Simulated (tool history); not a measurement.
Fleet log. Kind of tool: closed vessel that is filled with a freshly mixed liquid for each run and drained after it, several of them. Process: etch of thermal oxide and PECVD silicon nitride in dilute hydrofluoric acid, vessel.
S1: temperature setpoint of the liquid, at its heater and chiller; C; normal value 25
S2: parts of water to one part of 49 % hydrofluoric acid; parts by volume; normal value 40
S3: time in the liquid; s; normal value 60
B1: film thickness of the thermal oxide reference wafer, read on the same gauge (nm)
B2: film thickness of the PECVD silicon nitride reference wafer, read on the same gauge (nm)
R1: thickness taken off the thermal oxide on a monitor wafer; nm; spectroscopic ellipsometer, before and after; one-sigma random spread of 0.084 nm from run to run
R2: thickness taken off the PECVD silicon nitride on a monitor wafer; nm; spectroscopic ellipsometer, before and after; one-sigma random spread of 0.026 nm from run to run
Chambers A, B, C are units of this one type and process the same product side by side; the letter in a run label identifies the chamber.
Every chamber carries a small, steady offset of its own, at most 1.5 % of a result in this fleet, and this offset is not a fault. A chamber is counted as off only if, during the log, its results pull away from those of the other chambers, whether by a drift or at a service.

run 1A hour=3.4 | S1=25 S2=40 S3=60 | B1=119.99 B2=29.954 | R1=8.2328 R2=8.1707
run 2B hour=5.6 | S1=25 S2=40 S3=60 | B1=120.01 B2=29.992 | R1=8.4428 R2=8.2025
run 3C hour=7.8 | S1=25 S2=40 S3=60 | B1=120 B2=29.989 | R1=8.187 R2=8.2212
run 4C hour=12 | S1=25 S2=40 S3=60 | B1=120.04 B2=30.002 | R1=8.3075 R2=8.1687
run 5A hour=15.4 | S1=25 S2=40 S3=60 | B1=120.01 B2=29.975 | R1=8.3294 R2=8.1341
run 6B hour=17.2 | S1=23 S2=40 S3=60 | B1=119.97 B2=30.002 | R1=7.6972 R2=7.1589
run 7A hour=19.8 | S1=23 S2=40 S3=60 | B1=120.02 B2=29.986 | R1=7.6094 R2=7.1044
run 8B hour=23.8 | S1=23 S2=40 S3=60 | B1=119.98 B2=30.023 | R1=7.7292 R2=7.1896
run 9C hour=25.8 | S1=25 S2=40 S3=60 | B1=119.99 B2=30.016 | R1=8.2146 R2=8.2118
run 10A hour=30 | S1=25 S2=40 S3=60 | B1=119.98 B2=30.036 | R1=8.0674 R2=8.0881
run 11B hour=31.9 | S1=25 S2=40 S3=60 | B1=119.99 B2=30.03 | R1=8.4116 R2=8.2362
run 12C hour=35.6 | S1=21 S2=40 S3=45 | B1=119.98 B2=29.969 | R1=5.2744 R2=4.6638
run 13A hour=38.9 | S1=21 S2=40 S3=45 | B1=120.02 B2=30.022 | R1=5.1908 R2=4.6129
run 14C hour=42.2 | S1=21 S2=40 S3=45 | B1=119.98 B2=30.042 | R1=5.2544 R2=4.7062
run 15B hour=46.5 | S1=25 S2=40 S3=60 | B1=119.99 B2=29.989 | R1=8.3605 R2=8.255
run 16A hour=49.5 | S1=25 S2=40 S3=60 | B1=119.99 B2=29.95 | R1=8.158 R2=8.101
run 17B hour=52.3 | S1=25 S2=40 S3=60 | B1=120.02 B2=29.975 | R1=8.4654 R2=8.1762
run 18C hour=55.1 | S1=25 S2=40 S3=60 | B1=119.99 B2=30.018 | R1=8.1306 R2=8.2075
run 19B hour=58.7 | S1=25 S2=40 S3=60 | B1=120.02 B2=30.006 | R1=8.3513 R2=8.1984
run 20A hour=61.8 | S1=25 S2=40 S3=60 | B1=120.02 B2=30.034 | R1=8.1387 R2=8.1414
run 21C hour=65.6 | S1=25 S2=20 S3=70 | B1=120.01 B2=29.982 | R1=20.24 R2=18.793
run 22C hour=68.3 | S1=25 S2=20 S3=70 | B1=120 B2=29.947 | R1=20.179 R2=18.842
run 23B hour=71.3 | S1=25 S2=20 S3=70 | B1=120.02 B2=29.99 | R1=20.546 R2=18.712
run 24A hour=73.8 | S1=25 S2=40 S3=60 | B1=119.98 B2=30 | R1=8.2576 R2=8.1256
run 25A hour=76.4 | S1=25 S2=40 S3=60 | B1=120.02 B2=30.014 | R1=8.2421 R2=8.0683

Next, every chamber runs the same settings. What will each give?
run 26A hour=79.5 | S1=25 S2=40 S3=60 | R1=? R2=?
run 26B hour=79.5 | S1=25 S2=40 S3=60 | R1=? R2=?
run 26C hour=79.5 | S1=25 S2=40 S3=60 | R1=? R2=?

run=26A R1=8.2707 R2=8.1093
run=26B R1=8.3111 R2=8.1839
run=26C R1=8.373 R2=8.2001
